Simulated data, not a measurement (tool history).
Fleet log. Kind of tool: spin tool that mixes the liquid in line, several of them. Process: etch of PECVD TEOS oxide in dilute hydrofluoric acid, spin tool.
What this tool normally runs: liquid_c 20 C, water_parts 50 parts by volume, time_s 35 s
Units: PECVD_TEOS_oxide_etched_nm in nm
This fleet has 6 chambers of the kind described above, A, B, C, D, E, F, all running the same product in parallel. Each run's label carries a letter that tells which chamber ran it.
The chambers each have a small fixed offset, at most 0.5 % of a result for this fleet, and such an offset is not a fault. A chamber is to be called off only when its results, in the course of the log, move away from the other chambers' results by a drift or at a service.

run,day,liquid_c,water_parts,time_s,"read-back film thickness of the PECVD TEOS oxide reference wafer, read on the same gauge (nm)",PECVD_TEOS_oxide_etched_nm
1F,0.379,20,50,35,59.981,5.4437
2D,0.800,20,50,35,60.010,5.4412
3C,1.150,20,50,35,60.011,5.3514
4A,1.629,20,50,35,59.993,5.3576
5E,2.133,20,50,25,59.992,3.8771
6B,2.525,20,50,25,60.005,3.8294
# day 2.867: chamber A: hydrofluoric acid flow meter replaced
7C,2.971,20,50,25,60.010,3.8709
8F,3.383,20,50,25,59.982,3.8611
9E,3.796,20,50,25,59.966,3.8199
10D,4.333,20,50,25,60.003,3.8400
11A,4.871,20,50,35,60.003,5.3979
12B,5.308,20,50,35,60.001,5.3726
13C,5.792,20,50,35,59.986,5.3424
# day 6.092: chamber A: thermometer replaced
14D,6.283,20,50,35,60.021,5.3990
15B,6.704,20,50,35,59.968,5.3744
16E,6.971,20,50,35,59.971,5.3941
17F,7.308,20,50,35,59.969,5.3254
18A,7.754,20,50,35,59.982,5.3482
# day 8.096: chamber F: hydrofluoric acid flow meter replaced
19A,8.304,20,50,35,60.020,5.3478
20C,8.725,20,50,35,59.989,5.3963
21F,9.158,20,50,35,59.981,5.3452
22D,9.425,20,50,35,59.998,5.3217
23B,9.754,20,50,35,60.039,5.3257
24E,10.254,20,50,35,60.014,5.3969
25D,10.592,20,50,35,59.956,5.3588
26C,11.000,20,50,35,60.017,5.3928
27B,11.496,20,50,35,60.000,5.2029
28E,11.996,20,50,35,59.976,5.4004
29F,12.521,20,50,35,59.967,5.3679
30A,13.054,20,50,35,60.011,5.3502
31C,13.571,20,50,35,59.974,5.3438
32D,13.917,20,50,50,59.993,7.7491
33A,14.288,20,50,50,60.034,7.6816
34B,14.758,20,50,50,60.005,7.3021
35F,15.183,20,50,50,59.996,7.7066
36E,15.508,20,50,50,59.943,7.7217
37E,15.871,20,50,50,59.989,7.6450
38A,16.388,20,50,35,60.005,5.3408
39B,16.833,20,50,35,60.010,5.0334

All chambers now run identical settings, listed one chamber a line with results as question marks. What results will each chamber show?
40A,17.229,20,50,50,,?
40B,17.229,20,50,50,,?
40C,17.229,20,50,50,,?
40D,17.229,20,50,50,,?
40E,17.229,20,50,50,,?
40F,17.229,20,50,50,,?

run,PECVD_TEOS_oxide_etched_nm
40A,7.6015
40B,7.1609
40C,7.7475
40D,7.7687
40E,7.6931
40F,7.6455
